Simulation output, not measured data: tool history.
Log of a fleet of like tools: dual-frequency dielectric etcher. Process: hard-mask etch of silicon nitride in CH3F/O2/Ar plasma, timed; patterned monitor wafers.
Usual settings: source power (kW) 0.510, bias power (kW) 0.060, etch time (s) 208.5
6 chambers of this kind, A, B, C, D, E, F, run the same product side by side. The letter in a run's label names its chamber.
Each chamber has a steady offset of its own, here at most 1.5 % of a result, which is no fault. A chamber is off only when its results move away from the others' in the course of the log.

run   hour  source power (kW)  bias power (kW)  etch time (s)  hours since the last wet clean  hours since the last source power generator calibration  hours since the last bias power generator calibration  read-back reference wafer on the same gauge, depth_nm  mean etch depth across the wafer (nm)
 1A   13.4              0.510            0.060          208.5                           245.8                                                   3449.7                                                  745.8                                                 136.96                                 152.17
 2D   24.0              0.510            0.060          208.5                           309.5                                                    596.5                                                  730.1                                                 136.97                                 150.69
 3C   31.5              0.510            0.060          208.5                           293.4                                                    604.4                                                  297.0                                                 136.99                                 149.37
 4E   38.9              0.510            0.060          208.5                           138.4                                                   2987.6                                                 1327.3                                                 137.07                                 150.95
 5F   51.8              0.510            0.060          208.5                           240.8                                                   2604.5                                                 2020.2                                                 137.10                                 151.54
 6B   59.4              0.510            0.060          208.5                            97.6                                                   2647.8                                                  522.4                                                 137.01                                 152.81
 7B   67.2              0.510            0.060          208.5                           105.4                                                   2655.6                                                  530.2                                                 137.05                                 152.63
 8D   77.3              0.510            0.060          208.5                           362.8                                                    649.8                                                  783.4                                                 136.89                                 150.02
 9E   84.0              0.510            0.060          208.5                           183.5                                                   3032.7                                                 1372.4                                                 137.03                                 150.15
10F   95.8              0.510            0.060          208.5                           284.8                                                   2648.5                                                 2064.2                                                 137.00                                 152.23
     101.9  -- chamber F: bias power generator calibrated
11C  107.2              0.510            0.052          179.5                           369.1                                                    680.1                                                  372.7                                                 136.93                                 123.05
12A  114.8              0.510            0.052          179.5                           347.2                                                   3551.1                                                  847.2                                                 137.08                                 124.04
13B  124.7              0.510            0.052          179.5                           162.9                                                   2713.1                                                  587.7                                                 136.98                                 125.30
14C  135.6              0.510            0.052          179.5                           397.5                                                    708.5                                                  401.1                                                 136.98                                 122.68
15F  141.9              0.510            0.052          179.5                           330.9                                                   2694.6                                                   40.0                                                 136.95                                 125.57
16A  155.0              0.510            0.052          179.5                           387.4                                                   3591.3                                                  887.4                                                 136.97                                 123.96
17D  165.1              0.510            0.060          208.5                           450.6                                                    737.6                                                  871.2                                                 136.99                                 150.54
     170.3  -- chamber A: wet clean of the chamber
18E  177.0              0.510            0.060          208.5                           276.5                                                   3125.7                                                 1465.4                                                 136.88                                 151.39
     188.1  -- chamber D: wet clean of the chamber
19E  189.9              0.510            0.060          208.5                           289.4                                                   3138.6                                                 1478.3                                                 137.05                                 150.21
     197.3  -- chamber C: wet clean of the chamber
20D  201.2              0.510            0.060          208.5                            13.2                                                    773.7                                                  907.3                                                 137.04                                 150.35
21F  212.8              0.510            0.060          208.5                           401.8                                                   2765.5                                                  110.9                                                 136.93                                 152.57
22B  219.0              0.510            0.060          208.5                           257.2                                                   2807.4                                                  682.0                                                 137.16                                 152.46
23A  225.6              0.510            0.060          208.5                            55.4                                                   3661.9                                                  958.0                                                 136.98                                 150.65
24C  231.9              0.510            0.060          208.5                            34.7                                                    804.8                                                  497.4                                                 137.00                                 145.59
25C  240.2              0.510            0.060          208.5                            43.0                                                    813.1                                                  505.7                                                 137.03                                 145.84
26A  248.3              0.510            0.060          208.5                            78.1                                                   3684.6                                                  980.7                                                 136.90                                 152.18
27F  256.2              0.510            0.060          208.5                           445.2                                                   2808.9                                                  154.3                                                 137.09                                 152.59
28B  269.5              0.590            0.060          208.5                           307.7                                                   2857.9                                                  732.5                                                 136.96                                 161.15
29D  280.3              0.590            0.060          208.5                            92.3                                                    852.8                                                  986.4                                                 136.90                                 158.92
     286.6  -- chamber E: wet clean of the chamber
30E  288.6              0.590            0.060          208.5                             2.0                                                   3237.3                                                 1577.0                                                 136.94                                 158.70
31F  299.6              0.590            0.060          208.5                           488.6                                                   2852.3                                                  197.7                                                 137.05                                 161.61
32D  310.6              0.590            0.060          208.5                           122.6                                                    883.1                                                 1016.7                                                 136.98                                 158.97
33E  322.9              0.590            0.060          208.5                            36.3                                                   3271.6                                                 1611.3                                                 137.02                                 159.28
34A  330.2              0.510            0.060          208.5                           160.0                                                   3766.5                                                 1062.6                                                 137.01                                 150.96
35B  336.1              0.430            0.051          208.5                           374.3                                                   2924.5                                                  799.1                                                 137.02                                 135.33
36C  345.4              0.430            0.051          208.5                           148.2                                                    918.3                                                  610.9                                                 137.00                                 129.47
37D  358.5              0.430            0.051          208.5                           170.5                                                    931.0                                                 1064.6                                                 136.97                                 133.83

All 6 chambers run these settings next. Forecast each chamber's results:
38A  368.2              0.510            0.060          208.5                                                                                                                                                                                                                                             ?
38B  368.2              0.510            0.060          208.5                                                                                                                                                                                                                                             ?
38C  368.2              0.510            0.060          208.5                                                                                                                                                                                                                                             ?
38D  368.2              0.510            0.060          208.5                                                                                                                                                                                                                                             ?
38E  368.2              0.510            0.060          208.5                                                                                                                                                                                                                                             ?
38F  368.2              0.510            0.060          208.5                                                                                                                                                                                                                                             ?

run  mean etch depth across the wafer (nm)
38A                                 151.41
38B                                 152.72
38C                                 146.10
38D                                 149.99
38E                                 150.55
38F                                 151.76

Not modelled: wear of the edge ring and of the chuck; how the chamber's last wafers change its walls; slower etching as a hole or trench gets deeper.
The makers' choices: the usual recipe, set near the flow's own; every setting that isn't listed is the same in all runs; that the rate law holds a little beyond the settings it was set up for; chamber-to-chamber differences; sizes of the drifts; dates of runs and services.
